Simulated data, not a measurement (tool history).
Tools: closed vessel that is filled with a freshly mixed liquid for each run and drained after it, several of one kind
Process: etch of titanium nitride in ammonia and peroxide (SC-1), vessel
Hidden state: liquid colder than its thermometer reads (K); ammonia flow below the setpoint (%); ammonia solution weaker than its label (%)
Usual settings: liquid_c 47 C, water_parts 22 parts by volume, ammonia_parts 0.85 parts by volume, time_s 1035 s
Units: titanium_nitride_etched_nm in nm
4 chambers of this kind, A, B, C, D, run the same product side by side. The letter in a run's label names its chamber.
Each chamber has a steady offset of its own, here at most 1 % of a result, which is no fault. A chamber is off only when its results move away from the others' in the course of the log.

run   hour  liquid_c  water_parts  ammonia_parts  time_s  hours since the thermometer was replaced  hours since the ammonia flow meter was replaced  hours since the drum of ammonia solution was connected  read-back film thickness of the titanium nitride reference wafer, read on the same gauge (nm)  titanium_nitride_etched_nm
 1A    7.1        47           22           0.85    1035                                     210.7                                              452                                                   145.1                                                                                         69.994                      38.901
 2D   14.6        47           22           0.85    1035                                    1129.4                                            199.3                                                   333.9                                                                                         70.011                      38.491
 3C   20.9        47           22           0.85    1035                                     808.6                                            302.6                                                   157.4                                                                                         70.003                      39.148
 4B   26.9        47           22           0.85    1035                                     821.9                                            587.6                                                   176.9                                                                                         70.014                      39.131
      32.1  -- chamber B: ammonia flow meter replaced
 5B   32.3        47           22           0.85    1035                                     827.3                                              0.2                                                   182.3                                                                                         69.985                      38.996
 6A   39.7        47           22           0.85    1035                                     243.3                                            484.6                                                   177.7                                                                                         70.009                      38.291
 7C   43.2        47           22           0.85    1035                                     830.9                                            324.9                                                   179.7                                                                                         69.999                      38.713
 8D   50.1        47           22           0.85    1035                                    1164.9                                            234.8                                                   369.4                                                                                         70.015                      38.534
 9A   56.4        47           22           0.85    1035                                       260                                            501.3                                                   194.4                                                                                         70.006                      38.828
10D   62.7        47           22           0.85    1035                                    1177.5                                            247.4                                                     382                                                                                         70.013                       38.42
11C   69.3        47           22           0.85    1035                                       857                                              351                                                   205.8                                                                                         69.997                      37.963
12B   76.5        47           22           0.85    1035                                     871.5                                             44.4                                                   226.5                                                                                         69.986                      38.678
13C   81.5        47           22           0.85    1035                                     869.2                                            363.2                                                     218                                                                                         69.985                        38.1
      83.9  -- chamber A: ammonia flow meter replaced
14A   86.5        47           22           0.85    1035                                     290.1                                              2.7                                                   224.5                                                                                         69.994                       38.23
15D   91.1        47           22           0.85    1035                                    1205.9                                            275.8                                                   410.4                                                                                         70.022                      38.893
16B   96.6        47           22           0.85    1035                                     891.6                                             64.5                                                   246.6                                                                                         69.991                      39.293
17A  103.9        47           22           0.85    1035                                     307.5                                             20.1                                                   241.9                                                                                         70.002                      38.852
18B  107.8        47           22           0.85    1035                                     902.8                                             75.7                                                   257.8                                                                                         70.007                      39.167
19D  114.6        47           22           0.85    1035                                    1229.4                                            299.3                                                   433.9                                                                                         69.984                      38.523
20C  118.5        47           22           0.85    1035                                     906.2                                            400.2                                                     255                                                                                         69.992                      37.005
21D  126.4      52.5           22            1.1    1035                                    1241.2                                            311.1                                                   445.7                                                                                         69.992                      59.196
22A  132.5      52.5           22            1.1    1035                                     336.1                                             48.7                                                   270.5                                                                                         70.015                      59.394
23C  138.8      52.5           22            1.1    1035                                     926.5                                            420.5                                                   275.3                                                                                         69.999                      56.076
24B  142.6      52.5           22            1.1    1035                                     937.6                                            110.5                                                   292.6                                                                                          69.98                       59.56
25A    149        47           22           0.85    1035                                     352.6                                             65.2                                                     287                                                                                         70.001                      38.191

All 4 chambers run these settings next. Forecast each chamber's results:
26A  154.9        47           22           0.85    1035                                                                                                                                                                                                                                                                             ?
26B  154.9        47           22           0.85    1035                                                                                                                                                                                                                                                                             ?
26C  154.9        47           22           0.85    1035                                                                                                                                                                                                                                                                             ?
26D  154.9        47           22           0.85    1035                                                                                                                                                                                                                                                                             ?

run  titanium_nitride_etched_nm
26A                      38.429
26B                      38.892
26C                      36.299
26D                      38.469
